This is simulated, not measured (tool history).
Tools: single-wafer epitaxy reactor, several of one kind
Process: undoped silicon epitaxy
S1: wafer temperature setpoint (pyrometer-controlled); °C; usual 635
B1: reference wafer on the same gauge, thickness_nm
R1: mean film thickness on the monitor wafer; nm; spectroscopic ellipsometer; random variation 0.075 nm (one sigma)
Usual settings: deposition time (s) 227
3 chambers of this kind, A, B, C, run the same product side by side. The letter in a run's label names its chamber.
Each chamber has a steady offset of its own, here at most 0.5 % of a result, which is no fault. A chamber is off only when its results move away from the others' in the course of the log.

Run 1A, hour 2.4: usual settings; B1 28.216. Result: R1 27.492 nm.
Run 2B, hour 7: usual settings; B1 28.193. Result: R1 27.431 nm.
Run 3C, hour 12.1: usual settings; B1 28.211. Result: R1 27.453 nm.
Run 4A, hour 16.9: usual settings; B1 28.196. Result: R1 27.323 nm.
Run 5B, hour 20.6: usual settings; B1 28.18. Result: R1 27.345 nm.
Run 6C, hour 23.8: usual settings; B1 28.184. Result: R1 27.342 nm.
Run 7C, hour 27.1: usual settings; B1 28.201. Result: R1 27.26 nm.
Run 8A, hour 31.6: usual settings; B1 28.212. Result: R1 27.395 nm.
Run 9B, hour 34.7: usual settings; B1 28.208. Result: R1 27.273 nm.
At hour 35.6: chamber A: pyrometer calibrated.
Run 10A, hour 37: usual settings; B1 28.183. Result: R1 27.273 nm.
Run 11B, hour 41.7: usual settings; B1 28.195. Result: R1 27.447 nm.
Run 12C, hour 45.1: usual settings; B1 28.198. Result: R1 27.213 nm.
Run 13B, hour 50: usual settings but S1 649 °C, deposition time (s) 243; B1 28.2. Result: R1 39.748 nm.
Run 14A, hour 53.2: usual settings but S1 649 °C, deposition time (s) 243; B1 28.177. Result: R1 39.842 nm.
Run 15C, hour 57.6: usual settings but S1 649 °C, deposition time (s) 243; B1 28.225. Result: R1 40.141 nm.
Run 16A, hour 59.9: usual settings; B1 28.209. Result: R1 27.347 nm.
Run 17B, hour 63.1: usual settings; B1 28.197. Result: R1 27.365 nm.
Run 18C, hour 67.8: usual settings; B1 28.188. Result: R1 27.393 nm.
Run 19A, hour 72.3: usual settings; B1 28.205. Result: R1 27.382 nm.
Run 20B, hour 77.3: usual settings; B1 28.208. Result: R1 27.176 nm.
Run 21C, hour 80.9: usual settings; B1 28.185. Result: R1 27.36 nm.
Run 22C, hour 84.2: usual settings; B1 28.204. Result: R1 27.482 nm.
Run 23A, hour 88.5: usual settings; B1 28.205. Result: R1 27.307 nm.
Run 24B, hour 92.9: usual settings; B1 28.204. Result: R1 27.339 nm.
Run 25C, hour 95.9: usual settings; B1 28.216. Result: R1 27.312 nm.

Next, every chamber runs the same settings. What will each give?
Run 26A, hour 99.6: usual settings. Result: R1 ?.
Run 26B, hour 99.6: usual settings. Result: R1 ?.
Run 26C, hour 99.6: usual settings. Result: R1 ?.

run      R1
26A  27.378
26B  27.135
26C  27.431

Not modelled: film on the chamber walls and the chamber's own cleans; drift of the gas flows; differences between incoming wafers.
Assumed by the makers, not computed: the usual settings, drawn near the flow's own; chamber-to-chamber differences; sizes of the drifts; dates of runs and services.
